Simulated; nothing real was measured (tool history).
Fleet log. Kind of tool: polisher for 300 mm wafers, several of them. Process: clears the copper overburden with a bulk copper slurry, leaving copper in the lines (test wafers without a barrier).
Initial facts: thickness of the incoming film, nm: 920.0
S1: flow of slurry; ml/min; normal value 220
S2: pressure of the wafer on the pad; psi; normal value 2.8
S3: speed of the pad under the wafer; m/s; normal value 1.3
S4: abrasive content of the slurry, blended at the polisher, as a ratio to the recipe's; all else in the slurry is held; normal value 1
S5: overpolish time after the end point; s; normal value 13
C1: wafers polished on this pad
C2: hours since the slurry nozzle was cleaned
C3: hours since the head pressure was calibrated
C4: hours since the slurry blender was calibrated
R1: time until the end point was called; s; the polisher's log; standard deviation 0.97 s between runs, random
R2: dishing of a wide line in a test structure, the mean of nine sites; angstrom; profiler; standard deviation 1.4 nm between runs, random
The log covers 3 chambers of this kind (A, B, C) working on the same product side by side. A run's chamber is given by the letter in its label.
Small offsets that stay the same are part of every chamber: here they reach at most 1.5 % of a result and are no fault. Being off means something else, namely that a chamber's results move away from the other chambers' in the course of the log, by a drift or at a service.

run	hour	S1	S2	S3	S4	S5	C1	C2	C3	C4	R1	R2
1C	4.5	220	2.8	1.3	1	13	373	221	742.7	125.1	66.814	890.66
2B	8.4	220	2.8	1.3	1	13	836	177.6	981.5	129.8	67.168	874.27
3A	13.3	220	2.8	1.3	1	13	338	655.4	1116.1	259.8	66.436	873.01
4C	15.6	220	2.8	1.3	1	13	504	232.1	753.8	136.2	67.689	886.36
5B	20.2	220	2.8	1.3	1	13	975	189.4	993.3	141.6	67.804	867.92
6A	24.3	220	2.8	1.3	1	13	468	666.4	1127.1	270.8	66.549	890.1
7B	28.7	220	2.8	1.3	1	13	1075	197.9	1001.8	150.1	67.171	855.37
# hour 30.7: chamber B: slurry blender recalibrated
8A	33.6	220	2.8	1.3	1	13	577	675.7	1136.4	280.1	66.212	848.19
# hour 34.2: chamber C: worn pad replaced by a new one
# hour 35.9: chamber C: slurry blender recalibrated
9C	36.2	220	2.8	1.3	1	13	23	252.7	774.4	0.4	65.762	907.36
10C	39.4	220	2.8	1.3	1	13	61	255.9	777.6	3.6	67.547	907.61
11A	42.2	220	2.8	1.3	1	13	679	684.3	1145	288.7	68.482	868.91
12B	46.3	220	2.8	1.3	1	13	1283	215.5	1019.4	15.6	64.829	871.57
# hour 50.4: chamber B: head pressure recalibrated
13C	51.2	220	2.8	1.3	1	13	200	267.7	789.4	15.4	66.082	888.3
# hour 52.9: chamber B: worn pad replaced by a new one
14B	54.6	220	2.8	1.3	1	6	20	223.8	4.2	23.9	60.908	556.19
15A	58.2	220	2.8	1.3	1	6	867	700.3	1161	304.7	68.019	522.94
# hour 58.3: chamber A: worn pad replaced by a new one
# hour 60.7: chamber A: slurry blender recalibrated
16A	60.8	220	2.8	1.3	1	6	30	702.9	1163.6	0.1	65.988	525.67
17C	63.7	220	2.8	1.3	1	13	348	280.2	801.9	27.9	65.522	902.46
18B	68.2	220	2.8	1.3	1	13	181	237.4	17.8	37.5	61.494	908.08
19B	72.7	220	2.8	1.56	1.2	13	234	241.9	22.3	42	49.006	1024.2
20A	77.6	220	2.8	1.56	1.2	13	228	719.7	1180.4	16.9	52.601	976.4
21C	80	220	2.8	1.56	1.2	13	540	296.5	818.2	44.2	53.788	976.99
22A	84.6	220	2.8	1.3	1	13	310	726.7	1187.4	23.9	67.32	870.99
23C	87	220	2.8	1.3	1	8	622	303.5	825.2	51.2	66.426	653.73
24B	90.1	220	2.8	1.3	1	8	439	259.3	39.7	59.4	61.45	693.58
25A	95	220	2.8	1.3	1	8	433	737.1	1197.8	34.3	66.225	654.43
# hour 97.2: chamber C: worn pad replaced by a new one
26B	97.5	220	3.3	1.48	1	13	526	266.7	47.1	66.8	45.614	1099
27C	102.2	220	3.3	1.48	1	13	59	318.7	840.4	66.4	50.028	1042.4
28C	104.5	220	3.3	1.48	1	13	86	321	842.7	68.7	50.067	1057.1

Each of the 3 chambers runs these same settings next. Fill in every chamber's results:
29A	108.3	220	2.8	1.3	1	13					?	?
29B	108.3	220	2.8	1.3	1	13					?	?
29C	108.3	220	2.8	1.3	1	13					?	?

run	R1	R2
29A	66.798	849.2
29B	62.007	921.45
29C	66.072	889.63
